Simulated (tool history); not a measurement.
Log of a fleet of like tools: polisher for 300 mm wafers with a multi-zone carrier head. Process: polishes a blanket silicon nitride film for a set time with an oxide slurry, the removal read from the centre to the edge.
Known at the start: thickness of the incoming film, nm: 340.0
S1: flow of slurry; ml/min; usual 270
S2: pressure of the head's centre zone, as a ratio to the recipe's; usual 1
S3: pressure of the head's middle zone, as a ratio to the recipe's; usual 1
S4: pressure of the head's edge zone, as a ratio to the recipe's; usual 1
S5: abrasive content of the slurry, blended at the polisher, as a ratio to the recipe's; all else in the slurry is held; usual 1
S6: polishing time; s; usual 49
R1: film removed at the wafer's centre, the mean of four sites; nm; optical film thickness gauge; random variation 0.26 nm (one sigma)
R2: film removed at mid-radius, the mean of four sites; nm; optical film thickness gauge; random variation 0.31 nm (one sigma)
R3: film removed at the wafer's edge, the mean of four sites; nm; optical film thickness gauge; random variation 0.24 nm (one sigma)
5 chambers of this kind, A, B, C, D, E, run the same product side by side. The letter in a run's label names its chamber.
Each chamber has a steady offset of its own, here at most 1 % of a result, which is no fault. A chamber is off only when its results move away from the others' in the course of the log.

{"run": "1D", "hour": 3.7, "S1": 270, "S2": 1, "S3": 1, "S4": 1, "S5": 1, "S6": 49, "R1": 21.428, "R2": 22.206, "R3": 21.299}
{"run": "2E", "hour": 8.0, "S1": 270, "S2": 1, "S3": 1, "S4": 1, "S5": 1, "S6": 49, "R1": 21.495, "R2": 22.041, "R3": 21.78}
{"hour": 10.3, "done": "chamber B: slurry nozzle cleaned"}
{"run": "3C", "hour": 12.9, "S1": 270, "S2": 1, "S3": 1, "S4": 1, "S5": 1, "S6": 49, "R1": 21.86, "R2": 21.585, "R3": 21.679}
{"hour": 13.8, "done": "chamber B: worn pad replaced by a new one"}
{"run": "4A", "hour": 16.6, "S1": 270, "S2": 1, "S3": 1, "S4": 1, "S5": 1, "S6": 49, "R1": 21.479, "R2": 21.428, "R3": 21.62}
{"run": "5B", "hour": 22.3, "S1": 270, "S2": 1, "S3": 1, "S4": 1, "S5": 1, "S6": 49, "R1": 21.561, "R2": 21.912, "R3": 21.487}
{"run": "6D", "hour": 29.1, "S1": 270, "S2": 1, "S3": 1, "S4": 1, "S5": 1, "S6": 49, "R1": 21.864, "R2": 21.732, "R3": 21.35}
{"hour": 29.2, "done": "chamber D: worn pad replaced by a new one"}
{"hour": 35.3, "done": "chamber A: centre zone pressure recalibrated"}
{"run": "7C", "hour": 35.5, "S1": 270, "S2": 1, "S3": 1, "S4": 1, "S5": 1, "S6": 49, "R1": 21.816, "R2": 21.538, "R3": 21.708}
{"run": "8E", "hour": 39.0, "S1": 270, "S2": 1, "S3": 1, "S4": 1, "S5": 1, "S6": 49, "R1": 21.861, "R2": 21.725, "R3": 21.686}
{"run": "9B", "hour": 44.4, "S1": 270, "S2": 1, "S3": 1, "S4": 1, "S5": 1, "S6": 49, "R1": 21.881, "R2": 21.535, "R3": 21.218}
{"run": "10A", "hour": 48.0, "S1": 190, "S2": 1, "S3": 1, "S4": 1, "S5": 1, "S6": 49, "R1": 20.907, "R2": 21.043, "R3": 20.86}
{"run": "11A", "hour": 54.2, "S1": 190, "S2": 1, "S3": 1, "S4": 1, "S5": 1, "S6": 49, "R1": 20.609, "R2": 20.286, "R3": 20.953}
{"run": "12B", "hour": 60.6, "S1": 190, "S2": 1, "S3": 1, "S4": 1, "S5": 1, "S6": 49, "R1": 20.548, "R2": 20.178, "R3": 21.061}
{"hour": 60.8, "done": "chamber B: worn pad replaced by a new one"}
{"hour": 64.2, "done": "chamber A: worn pad replaced by a new one"}
{"run": "13E", "hour": 65.5, "S1": 190, "S2": 1, "S3": 1, "S4": 1, "S5": 1, "S6": 49, "R1": 20.661, "R2": 20.848, "R3": 20.85}
{"hour": 69.9, "done": "chamber C: worn pad replaced by a new one"}
{"hour": 70.4, "done": "chamber E: worn pad replaced by a new one"}
{"run": "14D", "hour": 70.9, "S1": 190, "S2": 1, "S3": 1, "S4": 1, "S5": 1, "S6": 49, "R1": 20.996, "R2": 20.718, "R3": 20.762}
{"run": "15C", "hour": 76.4, "S1": 270, "S2": 1, "S3": 1, "S4": 1, "S5": 1, "S6": 49, "R1": 22.089, "R2": 21.47, "R3": 21.76}
{"run": "16B", "hour": 82.4, "S1": 270, "S2": 1, "S3": 1, "S4": 1, "S5": 1, "S6": 49, "R1": 22.233, "R2": 21.43, "R3": 21.654}
{"run": "17E", "hour": 88.7, "S1": 270, "S2": 1, "S3": 1, "S4": 1, "S5": 1, "S6": 49, "R1": 21.886, "R2": 21.241, "R3": 21.717}
{"hour": 90.5, "done": "chamber E: centre zone pressure recalibrated"}
{"hour": 91.6, "done": "chamber D: worn pad replaced by a new one"}
{"run": "18D", "hour": 95.6, "S1": 270, "S2": 1, "S3": 1, "S4": 1, "S5": 1, "S6": 49, "R1": 21.566, "R2": 21.629, "R3": 21.696}
{"run": "19A", "hour": 100.1, "S1": 270, "S2": 1, "S3": 1, "S4": 1, "S5": 1, "S6": 49, "R1": 21.741, "R2": 21.53, "R3": 21.679}
{"run": "20C", "hour": 106.2, "S1": 270, "S2": 1, "S3": 1, "S4": 1, "S5": 1, "S6": 44, "R1": 19.428, "R2": 19.179, "R3": 19.615}
{"run": "21E", "hour": 109.9, "S1": 270, "S2": 1, "S3": 1, "S4": 1, "S5": 1, "S6": 44, "R1": 19.044, "R2": 19.253, "R3": 19.142}
{"hour": 110.8, "done": "chamber B: worn pad replaced by a new one"}
{"run": "22A", "hour": 114.5, "S1": 270, "S2": 1, "S3": 1, "S4": 1, "S5": 1, "S6": 44, "R1": 19.287, "R2": 19.681, "R3": 19.325}
{"run": "23B", "hour": 118.4, "S1": 270, "S2": 1, "S3": 1, "S4": 1, "S5": 1, "S6": 44, "R1": 19.536, "R2": 19.387, "R3": 19.19}
{"run": "24C", "hour": 123.6, "S1": 270, "S2": 1, "S3": 1, "S4": 1, "S5": 1, "S6": 44, "R1": 19.626, "R2": 19.59, "R3": 19.478}
{"run": "25D", "hour": 127.2, "S1": 270, "S2": 1, "S3": 1, "S4": 1, "S5": 1, "S6": 49, "R1": 21.929, "R2": 22.069, "R3": 21.628}
{"run": "26B", "hour": 132.6, "S1": 270, "S2": 1, "S3": 1, "S4": 1, "S5": 1, "S6": 49, "R1": 22.052, "R2": 21.911, "R3": 21.526}
{"run": "27E", "hour": 137.9, "S1": 270, "S2": 1.11, "S3": 0.94, "S4": 1, "S5": 1, "S6": 49, "R1": 23.719, "R2": 20.44, "R3": 21.582}
{"run": "28D", "hour": 142.2, "S1": 270, "S2": 1.11, "S3": 0.94, "S4": 1, "S5": 1, "S6": 49, "R1": 24.211, "R2": 20.371, "R3": 21.587}
{"run": "29C", "hour": 145.8, "S1": 270, "S2": 1.11, "S3": 0.94, "S4": 1, "S5": 1, "S6": 49, "R1": 24.176, "R2": 20.483, "R3": 21.665}
{"hour": 148.4, "done": "chamber D: worn pad replaced by a new one"}
{"run": "30A", "hour": 151.5, "S1": 270, "S2": 1.11, "S3": 0.94, "S4": 1, "S5": 1, "S6": 49, "R1": 24.157, "R2": 20.711, "R3": 22.039}
{"run": "31D", "hour": 155.3, "S1": 270, "S2": 1.11, "S3": 0.94, "S4": 1, "S5": 1, "S6": 49, "R1": 24.201, "R2": 20.389, "R3": 22.15}
{"run": "32E", "hour": 159.8, "S1": 270, "S2": 0.93, "S3": 0.89, "S4": 1, "S5": 1, "S6": 49, "R1": 19.895, "R2": 19.512, "R3": 21.321}
{"hour": 160.1, "done": "chamber B: worn pad replaced by a new one"}
{"run": "33C", "hour": 163.3, "S1": 270, "S2": 0.93, "S3": 0.89, "S4": 1, "S5": 1, "S6": 49, "R1": 20.048, "R2": 19.586, "R3": 21.823}
{"run": "34B", "hour": 167.1, "S1": 270, "S2": 0.93, "S3": 0.89, "S4": 1, "S5": 1, "S6": 49, "R1": 20.001, "R2": 18.863, "R3": 21.43}
{"hour": 170.2, "done": "chamber A: worn pad replaced by a new one"}
{"run": "35A", "hour": 173.4, "S1": 270, "S2": 0.93, "S3": 0.89, "S4": 1, "S5": 1, "S6": 49, "R1": 19.887, "R2": 19.29, "R3": 21.396}
{"hour": 178.3, "done": "chamber E: worn pad replaced by a new one"}
{"run": "36D", "hour": 178.7, "S1": 270, "S2": 0.93, "S3": 0.89, "S4": 1, "S5": 1, "S6": 49, "R1": 20.321, "R2": 19.934, "R3": 21.214}
{"run": "37A", "hour": 185.6, "S1": 270, "S2": 1, "S3": 1, "S4": 1, "S5": 1, "S6": 49, "R1": 21.722, "R2": 21.315, "R3": 21.256}
{"run": "38E", "hour": 189.7, "S1": 270, "S2": 1, "S3": 1, "S4": 1, "S5": 1, "S6": 49, "R1": 21.913, "R2": 21.389, "R3": 21.244}

What goes on in this fleet: one chamber off, a drifting gauge, or nothing beyond the chambers' own small offsets? Name the chamber and the cause, if any.

No chamber stands off beyond its own small offset, and the gauge holds steady.

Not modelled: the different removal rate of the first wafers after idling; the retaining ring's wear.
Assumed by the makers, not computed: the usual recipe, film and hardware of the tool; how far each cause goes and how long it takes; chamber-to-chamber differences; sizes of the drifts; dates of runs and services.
